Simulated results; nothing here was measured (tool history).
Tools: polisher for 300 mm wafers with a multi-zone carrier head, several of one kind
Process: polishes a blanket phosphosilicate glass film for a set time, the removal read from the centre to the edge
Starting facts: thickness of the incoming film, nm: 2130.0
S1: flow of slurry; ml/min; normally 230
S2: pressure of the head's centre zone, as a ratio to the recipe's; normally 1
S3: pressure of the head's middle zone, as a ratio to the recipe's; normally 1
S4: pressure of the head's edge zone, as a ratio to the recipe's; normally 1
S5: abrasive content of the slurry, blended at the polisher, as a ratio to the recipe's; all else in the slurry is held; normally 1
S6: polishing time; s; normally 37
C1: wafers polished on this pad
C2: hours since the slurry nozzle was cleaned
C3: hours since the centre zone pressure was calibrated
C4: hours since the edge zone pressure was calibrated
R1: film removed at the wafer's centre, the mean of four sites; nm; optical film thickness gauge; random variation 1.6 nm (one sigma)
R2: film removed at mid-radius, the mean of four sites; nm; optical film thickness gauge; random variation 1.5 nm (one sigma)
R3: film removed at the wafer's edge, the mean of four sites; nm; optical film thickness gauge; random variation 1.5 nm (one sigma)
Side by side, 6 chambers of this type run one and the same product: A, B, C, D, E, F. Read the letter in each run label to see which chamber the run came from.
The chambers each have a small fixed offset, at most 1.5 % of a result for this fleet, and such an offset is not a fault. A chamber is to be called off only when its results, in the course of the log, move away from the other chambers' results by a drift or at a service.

run    day   S1    S2    S3   S4    S5  S6    C1     C2      C3      C4      R1      R2      R3
 1E   0.15  230     1     1    1     1  37   261   56.9   634.9  1399.9  201.78  200.74  198.48
     0.271  -- chamber E: edge zone pressure recalibrated
 2A  0.312  230     1     1    1     1  37   230   91.3   615.4   146.4  198.97  198.65  199.42
 3B  0.462  230     1     1    1     1  37   549  246.8   328.4    36.1  201.75  205.83  201.86
 4C  0.604  230     1     1    1     1  37   296  180.3   929.7   284.3  198.67  202.64  197.38
 5D  0.771  230     1     1    1     1  37  1394   86.7  1035.5    21.6   202.9  201.53  200.46
     0.783  -- chamber D: worn pad replaced by a new one
     0.908  -- chamber B: worn pad replaced by a new one
 6F  1.096  195     1     1    1  0.75  37   470  230.3   160.1   339.4  166.16  170.96  172.97
 7A   1.35  195     1     1    1  0.75  37   551  116.2   640.3   171.3  171.12  170.71  172.38
     1.483  -- chamber C: worn pad replaced by a new one
 8F  1.529  195     1     1    1  0.75  37   604  240.7   170.5   349.8  168.92  171.55  171.12
 9C  1.783  195     1     1    1  0.75  37    94  208.6     958   312.6  167.14  171.05  169.85
10D  1.975  195     1     1    1  0.75  37   369  115.6  1064.4    50.5  171.37  170.71  171.28
11E  2.125  195     1     1    1  0.75  37   873  104.3   682.3    44.5  168.41  168.03  172.54
12B  2.367  230     1     1    1     1  37   451  292.5   374.1    81.8  203.47  202.68  202.73
13A  2.583  230     1     1    1     1  37   934  145.8   669.9   200.9  202.36  201.56  201.87
     2.592  -- chamber A: worn pad replaced by a new one
14F  2.771  230     1  0.92    1     1  37   989  270.5   200.3   379.6   198.3  186.43  203.49
     2.788  -- chamber E: worn pad replaced by a new one
15C  2.983  230     1  0.92    1     1  37   465  237.4   986.8   341.4  198.09   187.8  200.43
     3.217  -- chamber C: worn pad replaced by a new one
16E  3.304  230     1  0.92    1     1  37   160  132.6   710.6    72.8  201.31  187.44  201.83
       3.4  -- chamber B: worn pad replaced by a new one
17B  3.517  230     1  0.92    1     1  37    36  320.1   401.7   109.4  203.25     187  200.34
18D  3.775  230     1  0.92    1     1  37   927  158.8  1107.6    93.7  201.11   187.7  200.42
19E  4.071  230     1  0.92    1     1  37   398    151     729    91.2  201.57  184.49  200.34
20C  4.271  230     1     1    1     1  37   327  268.3  1017.7   372.3  199.22   201.5  199.73
      4.35  -- chamber F: worn pad replaced by a new one
21B  4.558  230     1     1  0.9   1.2  37   359  345.1   426.7   134.4  220.98  223.13  204.62
22D  4.779  230     1     1  0.9   1.2  37  1238  182.9  1131.7   117.8  221.88  218.16  203.91
     4.929  -- chamber D: worn pad replaced by a new one
23A   5.05  230     1     1  0.9   1.2  37   761    205   729.1   260.1  213.24  215.87  207.68
     5.112  -- chamber C: worn pad replaced by a new one
24F  5.354  230     1     1  0.9   1.2  37   311  332.5   262.3   441.6  215.82  217.17  207.67
     5.604  -- chamber D: centre zone pressure recalibrated
25C  5.646  230     1     1  0.9   1.2  37   165  301.3  1050.7   405.3  217.66  217.05  206.36
     5.679  -- chamber C: slurry nozzle cleaned
     5.742  -- chamber A: worn pad replaced by a new one
26E  5.958  230     1     1  0.9   1.2  37   983  196.3   774.3   136.5  218.41  217.59  203.64
     6.125  -- chamber B: worn pad replaced by a new one
     6.212  -- chamber E: worn pad replaced by a new one
27B  6.283  230  0.93  0.94    1     1  37    49  386.5   468.1   175.8   186.2  191.45  202.78
28F  6.604  230  0.93  0.94    1     1  37   698  362.5   292.3   471.6  181.71  190.25  201.29
29A  6.833  230  0.93  0.94    1     1  37   339  247.8   771.9   302.9  186.57  188.64  202.54
30D  7.112  230  0.93  0.94    1     1  37   676  238.9    36.3   173.8  201.56  190.47  201.45
       7.2  -- chamber C: worn pad replaced by a new one
31B  7.358  230  0.93  0.94    1     1  37   382  412.3   493.9   201.6  185.93  191.04  200.23
32C  7.683  230  0.93  0.94    1     1  37   150   48.1  1099.6   454.2  184.73  189.86  199.25
33F  7.925  230     1     1    1     1  37  1107  394.2     324   503.3  198.43  201.16  201.96
     7.929  -- chamber F: edge zone pressure recalibrated
34A  8.221  230     1     1    1     1  37   769  281.1   805.2   336.2  198.62  203.14  204.09
35D  8.538  230     1     1    1     1  37  1118  273.1    70.5     208  220.63  198.01  197.61
     8.729  -- chamber B: worn pad replaced by a new one
     8.758  -- chamber F: worn pad replaced by a new one
36E  8.792  230     1     1    1     1  37   799  264.3   842.3   204.5   203.2   200.2  198.87
     8.992  -- chamber A: worn pad replaced by a new one
37F  9.071  280     1     1    1     1  37    97  421.7   351.5    27.4  206.61   207.2  202.68
     9.271  -- chamber D: worn pad replaced by a new one
38B  9.342  280     1     1    1     1  37   190  459.9   541.5   249.2  208.22   206.2  206.47
     9.392  -- chamber A: slurry nozzle cleaned
39D  9.642  280     1     1    1     1  37   114  299.6      97   234.5  225.09   205.8  205.28
40A  9.838  280     1     1    1     1  37   262   10.8     844     375  204.96  206.04  205.36

Read the log: is a single chamber off, either drifting away or since a service, is the gauge that measures every chamber drifting, or is nothing wrong beyond small per-chamber offsets? Name any odd chamber and what most likely caused it.

Chamber D has stood off from the others ever since a service on it.
Most likely cause: centre zone's pressure above its setpoint, % = 7.03.

Which of the 4 candidates below, each the usual settings with something changed and its results left as question marks, puts chamber D back in line with what the other chambers give on the usual settings?
To be in line, a result may differ from the other chambers' mean on the usual settings by at most: R1 5.7 nm; R2 5.4 nm; R3 5.4 nm
41D-1  10.071  230  0.97  1.01  1.01   1  37                   ?   ?   ?
41D-2  10.071  225  0.93  1.01  1.02   1  37                   ?   ?   ?
41D-3  10.071  230  1.03  0.99  0.99   1  37                   ?   ?   ?
41D-4  10.071  235  1.07  0.99  0.98   1  37                   ?   ?   ?

The other chambers' mean on the usual settings: R1 200.41 nm; R2 201.34 nm; R3 200.45 nm
  run      R1      R2      R3
41D-1  210.56  203.62  201.33
41D-2  200.49  203.09  201.95
41D-3  224.69   199.9  199.27
41D-4  234.84   200.4  198.62
With 41D-2, the chamber falls back in line with the rest.
